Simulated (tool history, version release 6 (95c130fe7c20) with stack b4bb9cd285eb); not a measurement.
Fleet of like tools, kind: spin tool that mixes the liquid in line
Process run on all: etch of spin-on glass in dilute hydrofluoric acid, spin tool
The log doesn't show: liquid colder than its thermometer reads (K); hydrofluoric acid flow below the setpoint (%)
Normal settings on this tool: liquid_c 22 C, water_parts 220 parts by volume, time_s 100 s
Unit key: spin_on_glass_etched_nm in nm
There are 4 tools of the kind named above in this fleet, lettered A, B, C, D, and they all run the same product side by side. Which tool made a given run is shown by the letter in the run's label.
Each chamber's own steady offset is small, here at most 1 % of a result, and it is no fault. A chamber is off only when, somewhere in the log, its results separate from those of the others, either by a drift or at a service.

| run | hour | liquid_c | water_parts | time_s | hours since the thermometer was replaced | hours since the hydrofluoric acid flow meter was replaced | read-back film thickness of the spin-on glass reference wafer, read on the same gauge (nm) | spin_on_glass_etched_nm |
|---|---|---|---|---|---|---|---|---|
| 1C | 14.5 | 22 | 220 | 100 | 357.4 | 414.3 | 149.99 | 24.692 |
| 2B | 27 | 22 | 220 | 100 | 519.9 | 365.9 | 150 | 25.405 |
| 3A | 37.9 | 22 | 220 | 100 | 1544.1 | 1502.9 | 150.01 | 25.428 |
| 4D | 47.1 | 22 | 220 | 100 | 695.7 | 693.7 | 150.02 | 25.44 |
| 5B | 62.1 | 22 | 220 | 100 | 555 | 401 | 149.99 | 25.208 |
| 6A | 68.9 | 22 | 220 | 100 | 1575.1 | 1533.9 | 150 | 24.945 |
| 7D | 75.5 | 22 | 220 | 100 | 724.1 | 722.1 | 149.99 | 25.41 |
| 8C | 85.1 | 22 | 220 | 100 | 428 | 484.9 | 149.99 | 24.652 |
| 9D | 96.5 | 22 | 220 | 100 | 745.1 | 743.1 | 149.99 | 25.36 |
| 10C | 109.6 | 17.5 | 220 | 60 | 452.5 | 509.4 | 149.99 | 12.626 |
| 11B | 119.6 | 17.5 | 220 | 60 | 612.5 | 458.5 | 150.01 | 12.734 |
| 12A | 129 | 17.5 | 220 | 60 | 1635.2 | 1594 | 150 | 12.829 |
| 13A | 136.9 | 17.5 | 220 | 60 | 1643.1 | 1601.9 | 150 | 12.696 |
| 14D | 152 | 22 | 220 | 100 | 800.6 | 798.6 | 150.01 | 25.547 |
| 15C | 166.5 | 22 | 220 | 100 | 509.4 | 566.3 | 150.02 | 24.761 |
|  | 171.7 | chamber B: thermometer replaced |
| 16B | 176.9 | 22 | 220 | 100 | 5.3 | 515.8 | 150 | 24.986 |
| 17A | 183.4 | 22 | 220 | 100 | 1689.6 | 1648.4 | 150.01 | 24.765 |
| 18C | 196.4 | 22 | 220 | 100 | 539.3 | 596.2 | 150 | 24.515 |
| 19B | 208.3 | 22 | 160 | 50 | 36.7 | 547.2 | 150.01 | 18.505 |
| 20D | 215 | 22 | 160 | 50 | 863.6 | 861.6 | 150.02 | 18.52 |
| 21A | 223.5 | 22 | 160 | 50 | 1729.7 | 1688.5 | 150 | 18.501 |
| 22B | 235.8 | 22 | 160 | 50 | 64.2 | 574.7 | 150.01 | 18.528 |
| 23D | 246.6 | 22 | 220 | 100 | 895.2 | 893.2 | 149.99 | 25.397 |
| 24C | 256.8 | 22 | 220 | 100 | 599.7 | 656.6 | 149.99 | 24.249 |
| 25D | 264.5 | 22 | 220 | 100 | 913.1 | 911.1 | 150.01 | 25.648 |
| 26C | 274.3 | 22 | 220 | 100 | 617.2 | 674.1 | 150 | 24.213 |
| 27B | 281.6 | 22 | 220 | 100 | 110 | 620.5 | 150 | 25.28 |
| 28A | 293 | 22 | 220 | 100 | 1799.2 | 1758 | 149.97 | 24.818 |
| 29D | 302.2 | 22 | 220 | 100 | 950.8 | 948.8 | 149.98 | 25.092 |
| 30A | 308.8 | 22 | 220 | 100 | 1815 | 1773.8 | 149.98 | 25.047 |
| 31B | 323.9 | 22 | 220 | 100 | 152.3 | 662.8 | 150 | 25.142 |
|  | 334.5 | chamber B: hydrofluoric acid flow meter replaced |
| 32C | 334.5 | 22 | 220 | 100 | 677.4 | 734.3 | 150 | 23.412 |
| 33D | 346.2 | 22 | 220 | 100 | 994.8 | 992.8 | 149.97 | 25.781 |
| 34B | 353.4 | 22 | 220 | 100 | 181.8 | 18.9 | 150 | 25.007 |
| 35A | 368.5 | 22 | 220 | 100 | 1874.7 | 1833.5 | 149.98 | 24.863 |
| 36C | 378.9 | 23.5 | 180 | 100 | 721.8 | 778.7 | 150 | 30.617 |
| 37A | 393.3 | 23.5 | 180 | 100 | 1899.5 | 1858.3 | 150.01 | 34.172 |

Has any chamber moved away from the others, gradually or after a service, or does the common gauge drift, or do the chambers differ only by their own small steady offsets? State the chamber and the most likely cause if one applies.

Little by little, chamber C moves away from the other chambers.
Most likely cause: liquid colder than its thermometer reads (K) = 2.47.
From this log alone, it may not be told apart from: hydrofluoric acid flow below the setpoint (%).

Which of the 4 candidates below, each the usual settings with something changed and its results left as question marks, puts chamber C back in line with what the other chambers give on the usual settings?
In line here means within this much of the mean the other chambers give on the usual settings: spin_on_glass_etched_nm 0.73 nm
| 38C-1 | 404.2 | 21.5 | 235 | 100 |  |  |  | ? |
| 38C-2 | 404.2 | 17.5 | 220 | 100 |  |  |  | ? |
| 38C-3 | 404.2 | 22 | 205 | 110 |  |  |  | ? |
| 38C-4 | 404.2 | 22.5 | 205 | 100 |  |  |  | ? |

The other chambers' mean on the usual settings: spin_on_glass_etched_nm 25.193 nm
| run | spin_on_glass_etched_nm |
|---|---|
| 38C-1 | 20.5 |
| 38C-2 | 18.91 |
| 38C-3 | 27.088 |
| 38C-4 | 25.115 |
38C-4 puts the chamber back in line with the other chambers.
